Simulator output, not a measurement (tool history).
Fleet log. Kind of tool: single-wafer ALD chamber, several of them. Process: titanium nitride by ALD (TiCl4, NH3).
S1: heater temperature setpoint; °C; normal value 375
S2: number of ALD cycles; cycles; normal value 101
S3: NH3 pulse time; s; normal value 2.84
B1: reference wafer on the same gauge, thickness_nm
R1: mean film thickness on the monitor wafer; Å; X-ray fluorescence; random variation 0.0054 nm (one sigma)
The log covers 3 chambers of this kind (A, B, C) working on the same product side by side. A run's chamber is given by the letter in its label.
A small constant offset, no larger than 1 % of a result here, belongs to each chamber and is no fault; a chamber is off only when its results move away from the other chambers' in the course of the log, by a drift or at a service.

run,hour,S1,S2,S3,B1,R1
1B,5.6,375,101,2.84,2.09,22.131
2C,11.8,375,101,2.84,2.0886,22.266
3A,21,375,101,2.84,2.0896,22.114
4C,26.3,375,101,2.84,2.0904,22.426
5B,31,375,111,2.29,2.0898,24.042
6A,38.7,375,111,2.29,2.0893,24.01
7A,48.3,375,111,2.29,2.0902,23.86
8C,53.1,370,101,2.84,2.0892,22.213
9B,61.5,370,101,2.84,2.089,22.04
10A,70.5,370,101,2.84,2.0897,21.796
11C,74.9,375,101,2.84,2.0896,22.406
12B,83.6,375,101,2.01,2.0901,21.819
13B,92.1,375,101,2.01,2.0896,21.737
14A,100.9,375,101,2.01,2.0897,21.516
15C,110.2,375,101,2.84,2.091,22.372
16A,114.7,375,101,2.84,2.0884,22.105
17B,119.5,375,101,2.84,2.0898,22.056
18C,126.7,375,101,2.84,2.089,22.337
19B,136.3,375,101,2.84,2.0906,22.216
20A,141.9,375,101,2.84,2.0903,22.082
21C,147,375,101,2.33,2.0902,22.221
22B,156.6,375,101,2.33,2.0901,21.925
23C,163,375,101,2.33,2.0904,22.053
24A,168.6,375,101,2.84,2.0905,22.042
25B,176.5,369,101,2.84,2.09,22.01
26C,184.8,369,101,2.84,2.0912,22.116
27A,194,369,101,2.84,2.0906,21.843
28B,202.4,375,101,2.84,2.0913,22.273
29A,207.1,375,101,2.84,2.0897,22.057
30C,216.5,375,101,2.84,2.0897,22.354

All 3 chambers run these settings next. Forecast each chamber's results:
31A,223.9,365,101,2.84,,?
31B,223.9,365,101,2.84,,?
31C,223.9,365,101,2.84,,?

run,R1
31A,21.755
31B,21.84
31C,21.994
